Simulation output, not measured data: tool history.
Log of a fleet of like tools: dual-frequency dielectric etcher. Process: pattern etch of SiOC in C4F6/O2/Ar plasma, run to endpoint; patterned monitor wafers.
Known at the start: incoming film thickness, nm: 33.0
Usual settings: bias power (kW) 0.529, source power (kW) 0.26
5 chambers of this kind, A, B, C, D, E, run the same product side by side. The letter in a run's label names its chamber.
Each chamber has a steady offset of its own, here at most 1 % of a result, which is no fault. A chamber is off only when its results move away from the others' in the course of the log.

run,hour,bias power (kW),source power (kW),hours since the last wet clean,hours since the last bias power generator calibration,hours since the last source power generator calibration,endpoint time (s)
1D,5.6,0.529,0.26,403.2,2415.3,3749.2,12.846
2C,15.5,0.529,0.26,232.8,58.1,749.7,12.632
3A,22,0.529,0.26,211,2017.4,3210.7,12.761
4E,28.3,0.529,0.26,66.3,172.1,3790.3,12.699
5B,37.5,0.529,0.26,389.2,49.9,1484.7,12.879
6B,46.4,0.529,0.26,398.1,58.8,1493.6,12.712
7D,52.8,0.529,0.26,450.4,2462.5,3796.4,12.803
8A,60.8,0.529,0.26,249.8,2056.2,3249.5,12.636
9C,68.8,0.529,0.26,286.1,111.4,803,12.604
10E,75.1,0.529,0.26,113.1,218.9,3837.1,12.683
11D,81.3,0.529,0.26,478.9,2491,3824.9,12.805
12C,86.7,0.529,0.26,304,129.3,820.9,12.712
13A,95,0.529,0.26,284,2090.4,3283.7,12.71
14E,101.9,0.529,0.26,139.9,245.7,3863.9,12.631
15B,111.3,0.529,0.26,463,123.7,1558.5,12.779
# hour 111.9: chamber B: wet clean of the chamber
16D,120.3,0.529,0.22,517.9,2530,3863.9,13.424
17A,130.1,0.529,0.22,319.1,2125.5,3318.8,13.467
18B,139,0.529,0.22,27.1,151.4,1586.2,13.694
19E,147.8,0.529,0.22,185.8,291.6,3909.8,13.468
20C,153.1,0.529,0.22,370.4,195.7,887.3,13.545
21B,158.5,0.529,0.26,46.6,170.9,1605.7,12.792
22E,167.4,0.529,0.26,205.4,311.2,3929.4,12.605
23A,174.6,0.529,0.26,363.6,2170,3363.3,12.69
24D,180.2,0.529,0.26,577.8,2589.9,3923.8,12.516
# hour 182.9: chamber A: source power generator calibrated
25C,188.8,0.529,0.26,406.1,231.4,923,12.71
26A,194.6,0.529,0.26,383.6,2190,11.8,12.78
27B,202.7,0.529,0.26,90.8,215.1,1649.9,12.739
# hour 208.2: chamber C: wet clean of the chamber
28E,210.1,0.529,0.26,248.1,353.9,3972.1,12.675
29D,215.9,0.529,0.26,613.5,2625.6,3959.5,12.532
30C,225.4,0.529,0.26,17.2,268,959.6,12.641
31B,230.9,0.529,0.2,119,243.3,1678.1,14.117
32C,238.8,0.529,0.2,30.6,281.4,973,13.952
33E,245.7,0.529,0.2,283.7,389.5,4007.7,13.922
34D,250.7,0.529,0.2,648.3,2660.4,3994.3,13.587
35A,260.5,0.529,0.2,449.5,2255.9,77.7,13.992

Is one chamber off against the others, does the gauge drift, or is nothing wrong? If a chamber is off, say which, and what the likeliest cause is.

Chamber D drifts away from the others.
Cause: etch rate over this chamber's usual, % = 4.03.

Here are 4 candidates for chamber D's next run, each the usual settings with a change, their results left as question marks. Which one brings its results back in line with what the others give on the usual settings?
In line means no further than this from the other chambers' mean on the usual settings: endpoint time (s) 0.16
36D-1,267.6,0.575,0.26,,,,?
36D-2,267.6,0.491,0.24,,,,?
36D-3,267.6,0.606,0.26,,,,?
36D-4,267.6,0.503,0.25,,,,?

The other chambers' mean on the usual settings: endpoint time (s) 12.719
run,endpoint time (s)
36D-1,11.928
36D-2,13.07
36D-3,11.683
36D-4,12.753
36D-4 brings the chamber back in line.
